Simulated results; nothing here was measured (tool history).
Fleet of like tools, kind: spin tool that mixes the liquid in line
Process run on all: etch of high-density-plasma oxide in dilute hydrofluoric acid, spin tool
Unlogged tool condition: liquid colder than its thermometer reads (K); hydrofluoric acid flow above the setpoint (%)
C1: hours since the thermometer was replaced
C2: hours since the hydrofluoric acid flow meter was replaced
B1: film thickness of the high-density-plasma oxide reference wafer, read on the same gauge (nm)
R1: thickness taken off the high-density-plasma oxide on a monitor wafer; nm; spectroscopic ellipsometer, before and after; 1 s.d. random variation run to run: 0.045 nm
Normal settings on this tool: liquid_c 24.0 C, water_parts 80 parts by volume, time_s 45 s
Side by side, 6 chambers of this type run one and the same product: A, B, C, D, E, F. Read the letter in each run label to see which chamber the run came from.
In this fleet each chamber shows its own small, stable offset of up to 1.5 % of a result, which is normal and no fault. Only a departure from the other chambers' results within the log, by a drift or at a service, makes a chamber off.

{"run": "1F", "day": 0.171, "liquid_c": 24.0, "water_parts": 80, "time_s": 45, "C1": 437.0, "C2": 1135.8, "B1": 149.98, "R1": 4.9364}
{"run": "2A", "day": 0.433, "liquid_c": 24.0, "water_parts": 80, "time_s": 45, "C1": 407.1, "C2": 71.1, "B1": 150.01, "R1": 4.8803}
{"run": "3C", "day": 0.654, "liquid_c": 24.0, "water_parts": 80, "time_s": 45, "C1": 1219.8, "C2": 1883.9, "B1": 149.95, "R1": 4.9688}
{"run": "4D", "day": 0.804, "liquid_c": 24.0, "water_parts": 80, "time_s": 45, "C1": 381.3, "C2": 844.9, "B1": 150.01, "R1": 4.9404}
{"run": "5B", "day": 1.025, "liquid_c": 24.0, "water_parts": 80, "time_s": 45, "C1": 459.2, "C2": 1162.9, "B1": 150.0, "R1": 4.9547}
{"run": "6E", "day": 1.275, "liquid_c": 24.0, "water_parts": 80, "time_s": 45, "C1": 1332.5, "C2": 390.5, "B1": 150.05, "R1": 4.8932}
{"run": "7D", "day": 1.467, "liquid_c": 24.0, "water_parts": 80, "time_s": 45, "C1": 397.2, "C2": 860.8, "B1": 149.99, "R1": 4.928}
{"run": "8F", "day": 1.658, "liquid_c": 27.5, "water_parts": 80, "time_s": 25, "C1": 472.7, "C2": 1171.5, "B1": 150.03, "R1": 3.1305}
{"run": "9A", "day": 1.821, "liquid_c": 27.5, "water_parts": 80, "time_s": 25, "C1": 440.4, "C2": 104.4, "B1": 149.98, "R1": 3.1257}
{"run": "10B", "day": 2.121, "liquid_c": 27.5, "water_parts": 80, "time_s": 25, "C1": 485.5, "C2": 1189.2, "B1": 150.04, "R1": 3.1282}
{"run": "11C", "day": 2.35, "liquid_c": 27.5, "water_parts": 80, "time_s": 25, "C1": 1260.5, "C2": 1924.6, "B1": 150.07, "R1": 3.1463}
{"run": "12E", "day": 2.517, "liquid_c": 27.5, "water_parts": 80, "time_s": 25, "C1": 1362.3, "C2": 420.3, "B1": 150.04, "R1": 3.1486}
{"run": "13E", "day": 2.708, "liquid_c": 27.5, "water_parts": 80, "time_s": 25, "C1": 1366.9, "C2": 424.9, "B1": 149.97, "R1": 3.1484}
{"run": "14C", "day": 2.925, "liquid_c": 24.0, "water_parts": 95, "time_s": 30, "C1": 1274.3, "C2": 1938.4, "B1": 150.0, "R1": 2.7233}
{"run": "15D", "day": 3.183, "liquid_c": 24.0, "water_parts": 95, "time_s": 30, "C1": 438.4, "C2": 902.0, "B1": 150.04, "R1": 2.7214}
{"run": "16A", "day": 3.354, "liquid_c": 24.0, "water_parts": 95, "time_s": 30, "C1": 477.2, "C2": 141.2, "B1": 149.97, "R1": 2.6866}
{"run": "17B", "day": 3.567, "liquid_c": 24.0, "water_parts": 95, "time_s": 30, "C1": 520.2, "C2": 1223.9, "B1": 150.05, "R1": 2.7397}
{"run": "18F", "day": 3.85, "liquid_c": 24.0, "water_parts": 95, "time_s": 30, "C1": 525.3, "C2": 1224.1, "B1": 149.99, "R1": 2.6715}
{"run": "19D", "day": 4.15, "liquid_c": 24.0, "water_parts": 95, "time_s": 30, "C1": 461.6, "C2": 925.2, "B1": 149.99, "R1": 2.6944}
{"run": "20B", "day": 4.304, "liquid_c": 24.0, "water_parts": 80, "time_s": 45, "C1": 537.9, "C2": 1241.6, "B1": 150.0, "R1": 5.0135}
{"run": "21F", "day": 4.6, "liquid_c": 24.0, "water_parts": 80, "time_s": 45, "C1": 543.3, "C2": 1242.1, "B1": 149.96, "R1": 4.8888}
{"day": 4.762, "done": "chamber F: hydrofluoric acid flow meter replaced"}
{"run": "22E", "day": 4.775, "liquid_c": 24.0, "water_parts": 80, "time_s": 45, "C1": 1416.5, "C2": 474.5, "B1": 149.99, "R1": 4.8117}
{"run": "23C", "day": 5.062, "liquid_c": 24.0, "water_parts": 80, "time_s": 45, "C1": 1325.6, "C2": 1989.7, "B1": 149.98, "R1": 4.9399}
{"run": "24A", "day": 5.338, "liquid_c": 24.0, "water_parts": 80, "time_s": 45, "C1": 524.8, "C2": 188.8, "B1": 149.96, "R1": 4.9612}
{"run": "25C", "day": 5.671, "liquid_c": 24.0, "water_parts": 80, "time_s": 45, "C1": 1340.2, "C2": 2004.3, "B1": 149.99, "R1": 4.9517}
{"run": "26B", "day": 5.867, "liquid_c": 24.0, "water_parts": 80, "time_s": 45, "C1": 575.4, "C2": 1279.1, "B1": 149.95, "R1": 5.042}
{"run": "27F", "day": 6.196, "liquid_c": 24.0, "water_parts": 80, "time_s": 45, "C1": 581.6, "C2": 34.5, "B1": 150.04, "R1": 4.7257}
{"run": "28D", "day": 6.517, "liquid_c": 24.0, "water_parts": 80, "time_s": 45, "C1": 518.4, "C2": 982.0, "B1": 149.97, "R1": 4.8747}
{"run": "29A", "day": 6.662, "liquid_c": 24.0, "water_parts": 80, "time_s": 45, "C1": 556.6, "C2": 220.6, "B1": 149.99, "R1": 4.9745}
{"run": "30E", "day": 6.925, "liquid_c": 24.0, "water_parts": 65, "time_s": 45, "C1": 1468.1, "C2": 526.1, "B1": 149.98, "R1": 6.0929}
{"run": "31C", "day": 7.171, "liquid_c": 24.0, "water_parts": 65, "time_s": 45, "C1": 1376.2, "C2": 2040.3, "B1": 150.01, "R1": 6.1935}
{"run": "32D", "day": 7.45, "liquid_c": 24.0, "water_parts": 65, "time_s": 45, "C1": 540.8, "C2": 1004.4, "B1": 150.01, "R1": 6.228}
{"run": "33B", "day": 7.717, "liquid_c": 24.0, "water_parts": 65, "time_s": 45, "C1": 619.8, "C2": 1323.5, "B1": 149.98, "R1": 6.3112}
{"run": "34E", "day": 7.883, "liquid_c": 24.0, "water_parts": 65, "time_s": 45, "C1": 1491.1, "C2": 549.1, "B1": 149.99, "R1": 6.0887}
{"run": "35F", "day": 8.179, "liquid_c": 24.0, "water_parts": 65, "time_s": 45, "C1": 629.2, "C2": 82.1, "B1": 150.0, "R1": 5.7831}
{"run": "36A", "day": 8.492, "liquid_c": 24.0, "water_parts": 80, "time_s": 45, "C1": 600.5, "C2": 264.5, "B1": 149.99, "R1": 5.0042}

All 6 chambers run these settings next. Forecast each chamber's results:
{"run": "37A", "day": 8.729, "liquid_c": 24.0, "water_parts": 80, "time_s": 45, "R1": "?"}
{"run": "37B", "day": 8.729, "liquid_c": 24.0, "water_parts": 80, "time_s": 45, "R1": "?"}
{"run": "37C", "day": 8.729, "liquid_c": 24.0, "water_parts": 80, "time_s": 45, "R1": "?"}
{"run": "37D", "day": 8.729, "liquid_c": 24.0, "water_parts": 80, "time_s": 45, "R1": "?"}
{"run": "37E", "day": 8.729, "liquid_c": 24.0, "water_parts": 80, "time_s": 45, "R1": "?"}
{"run": "37F", "day": 8.729, "liquid_c": 24.0, "water_parts": 80, "time_s": 45, "R1": "?"}

run=37A R1=4.9630
run=37B R1=4.9967
run=37C R1=4.9873
run=37D R1=4.9245
run=37E R1=4.9194
run=37F R1=4.5912

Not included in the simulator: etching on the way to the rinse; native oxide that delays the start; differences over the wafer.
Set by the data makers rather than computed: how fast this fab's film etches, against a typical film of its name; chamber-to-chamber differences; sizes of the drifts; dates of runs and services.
